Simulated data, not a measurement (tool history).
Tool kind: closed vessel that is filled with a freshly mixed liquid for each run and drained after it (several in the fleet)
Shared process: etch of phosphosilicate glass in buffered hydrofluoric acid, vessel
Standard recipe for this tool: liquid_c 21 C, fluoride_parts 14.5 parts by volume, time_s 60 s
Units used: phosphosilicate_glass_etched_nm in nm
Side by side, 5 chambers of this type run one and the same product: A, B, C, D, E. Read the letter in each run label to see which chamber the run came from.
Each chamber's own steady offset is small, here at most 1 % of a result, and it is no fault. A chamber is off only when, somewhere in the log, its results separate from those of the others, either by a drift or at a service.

run   hour  liquid_c  fluoride_parts  time_s  hours since the thermometer was replaced  hours since the hydrofluoric acid flow meter was replaced  read-back film thickness of the phosphosilicate glass reference wafer, read on the same gauge (nm)  phosphosilicate_glass_etched_nm
 1A   10.8        21            14.5      60                                    1733.8                                                      775.6                                                                                             100.010                           211.58
 2C   25.5        21            14.5      60                                    1014.8                                                      897.0                                                                                             100.010                           215.38
      28.1  -- chamber A: hydrofluoric acid flow meter replaced
 3B   35.8        21            14.5      60                                    2432.8                                                     1524.9                                                                                             100.010                           212.05
 4E   46.8        21            14.5      60                                     259.6                                                     1038.4                                                                                             100.010                           213.42
      47.1  -- chamber B: thermometer replaced
 5D   55.5        21            17.0      85                                    1203.5                                                      990.9                                                                                             100.020                           260.38
 6D   68.6        21            17.0      85                                    1216.6                                                     1004.0                                                                                             100.010                           261.21
 7E   78.7        21            17.0      85                                     291.5                                                     1070.3                                                                                              99.992                           261.95
 8A   92.8        21            17.0      85                                    1815.8                                                       64.7                                                                                             100.000                           255.71
 9B  107.8        21            17.0      85                                      60.7                                                     1596.9                                                                                              99.974                           256.20
10C  119.7        21            14.5      60                                    1109.0                                                      991.2                                                                                             100.050                           211.74
11D  130.3        21            14.5      60                                    1278.3                                                     1065.7                                                                                              99.979                           213.43
     131.1  -- chamber B: hydrofluoric acid flow meter replaced
12C  138.2        21            14.5      60                                    1127.5                                                     1009.7                                                                                             100.020                           214.61
13E  154.3        21            14.5      60                                     367.1                                                     1145.9                                                                                              99.970                           212.53
14B  166.2        21            14.5      60                                     119.1                                                       35.2                                                                                             100.020                           215.18
15A  177.7        21            14.5      60                                    1900.7                                                      149.6                                                                                              99.967                           209.20
16C  185.9        21            14.5      60                                    1175.2                                                     1057.4                                                                                              99.972                           215.30
     190.0  -- chamber D: hydrofluoric acid flow meter replaced
17A  194.8        21            14.5      60                                    1917.8                                                      166.7                                                                                             100.020                           212.90
18D  206.7        21            14.5      60                                    1354.7                                                       16.7                                                                                             100.080                           215.36
19B  223.0        18            12.0      60                                     175.9                                                       92.0                                                                                             100.000                           216.39
20E  236.5        18            12.0      60                                     449.3                                                     1228.1                                                                                              99.992                           220.87
21A  252.3        18            12.0      60                                    1975.3                                                      224.2                                                                                             100.010                           217.30
22E  260.1        18            12.0      60                                     472.9                                                     1251.7                                                                                             100.000                           216.27
23B  272.6        18            12.0      60                                     225.5                                                      141.6                                                                                             100.030                           215.43
24C  289.1        21            14.5      60                                    1278.4                                                     1160.6                                                                                              99.973                           209.11
25D  300.7        21            19.0      90                                    1448.7                                                      110.7                                                                                              99.975                           249.35
26B  314.7        21            19.0      90                                     267.6                                                      183.7                                                                                             100.060                           246.63
27E  326.4        21            19.0      90                                     539.2                                                     1318.0                                                                                             100.000                           242.83
28C  339.7        21            19.0      90                                    1329.0                                                     1211.2                                                                                             100.030                           233.49
29D  353.7        21            19.0      90                                    1501.7                                                      163.7                                                                                             100.010                           246.37
30A  361.1        21            14.5      60                                    2084.1                                                      333.0                                                                                             100.010                           212.59
31B  377.1        21            14.5      45                                     330.0                                                      246.1                                                                                              99.974                           159.88
32A  384.2        21            14.5      45                                    2107.2                                                      356.1                                                                                             100.020                           159.74
33C  394.4        21            14.5      45                                    1383.7                                                     1265.9                                                                                              99.946                           150.34
34D  403.6        21            14.5      45                                    1551.6                                                      213.6                                                                                             100.010                           161.32
35E  418.5        21            14.5      45                                     631.3                                                     1410.1                                                                                              99.980                           160.39
36E  426.8        21            14.5      60                                     639.6                                                     1418.4                                                                                             100.010                           212.93
37A  434.2        21            14.5      60                                    2157.2                                                      406.1                                                                                             100.020                           209.59
38D  442.1        21            14.5      60                                    1590.1                                                      252.1                                                                                              99.963                           213.97
39B  457.4        21            14.5      60                                     410.3                                                      326.4                                                                                              99.980                           211.54
40C  465.7        21            14.5      60                                    1455.0                                                     1337.2                                                                                             100.000                           197.50
41A  480.7        21            14.5      60                                    2203.7                                                      452.6                                                                                             100.070                           210.01
42D  489.9        21            14.5      60                                    1637.9                                                      299.9                                                                                             100.050                           216.27
43C  502.6        21            14.5      60                                    1491.9                                                     1374.1                                                                                              99.938                           194.34
44E  517.4        18            14.5      35                                     730.2                                                     1509.0                                                                                              99.985                           104.74

Next, every chamber runs the same settings. What will each give?
45A  529.2        18            14.5      60                                                                                                                                                                                                                                         ?
45B  529.2        18            14.5      60                                                                                                                                                                                                                                         ?
45C  529.2        18            14.5      60                                                                                                                                                                                                                                         ?
45D  529.2        18            14.5      60                                                                                                                                                                                                                                         ?
45E  529.2        18            14.5      60                                                                                                                                                                                                                                         ?

run  phosphosilicate_glass_etched_nm
45A                           178.58
45B                           178.56
45C                           161.50
45D                           181.01
45E                           176.46
